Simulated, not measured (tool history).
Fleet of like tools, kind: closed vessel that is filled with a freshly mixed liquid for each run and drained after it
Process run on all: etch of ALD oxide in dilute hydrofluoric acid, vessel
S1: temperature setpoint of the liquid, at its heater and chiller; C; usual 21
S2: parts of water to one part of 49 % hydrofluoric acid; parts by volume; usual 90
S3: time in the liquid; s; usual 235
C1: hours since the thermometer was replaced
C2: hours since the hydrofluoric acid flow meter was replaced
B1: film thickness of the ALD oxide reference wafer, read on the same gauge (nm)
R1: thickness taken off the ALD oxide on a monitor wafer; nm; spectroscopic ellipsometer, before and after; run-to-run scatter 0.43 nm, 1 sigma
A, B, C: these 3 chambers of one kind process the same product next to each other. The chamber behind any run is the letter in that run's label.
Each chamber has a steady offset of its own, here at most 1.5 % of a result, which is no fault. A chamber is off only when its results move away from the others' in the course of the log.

run,hour,S1,S2,S3,C1,C2,B1,R1
1C,14.3,21,90,235,1519.3,643,50.015,56.183
2B,24.2,21,90,235,95.7,585.8,50.035,54.587
3A,35.4,21,90,235,424.4,772.5,49.989,55.715
4A,50.7,21,90,235,439.7,787.8,50.012,55.336
5B,59.7,21,90,235,131.2,621.3,49.992,54.211
6C,74.9,21,90,235,1579.9,703.6,49.988,55.828
7B,84.1,21,90,235,155.6,645.7,49.988,54.028
8C,98.6,21,90,235,1603.6,727.3,49.968,56.14
9A,111.2,21,90,235,500.2,848.3,50.004,56.206
10C,119,21,90,340,1624,747.7,50.047,80.865
11A,128.1,21,90,340,517.1,865.2,49.981,79.919
12B,137.4,21,90,340,208.9,699,50.017,78.981
13C,151.9,21,90,235,1656.9,780.6,49.965,56.141
14B,160.2,21,90,235,231.7,721.8,50.02,54.819
15A,170.8,21,90,235,559.8,907.9,49.993,55.974
16B,177.9,21,90,235,249.4,739.5,50.016,55.564
17C,193.4,21,90,235,1698.4,822.1,50.002,55.45
18A,203.3,21,90,235,592.3,940.4,49.969,56.12
19C,215,21,90,235,1720,843.7,49.986,56.041
20B,221.9,21,90,235,293.4,783.5,49.996,55.263
# hour 233: chamber A: hydrofluoric acid flow meter replaced
21A,235.4,21,90,235,624.4,2.4,50.006,54.754
22C,250.5,24.5,90,235,1755.5,879.2,50.013,64.241
23B,264,24.5,90,235,335.5,825.6,49.986,63.326

Next, all 3 chambers run the settings below, one line each with question marks for the results. What does each chamber give?
24A,275.4,21,90,235,,,,?
24B,275.4,21,90,235,,,,?
24C,275.4,21,90,235,,,,?

run,R1
24A,55.568
24B,54.976
24C,55.527

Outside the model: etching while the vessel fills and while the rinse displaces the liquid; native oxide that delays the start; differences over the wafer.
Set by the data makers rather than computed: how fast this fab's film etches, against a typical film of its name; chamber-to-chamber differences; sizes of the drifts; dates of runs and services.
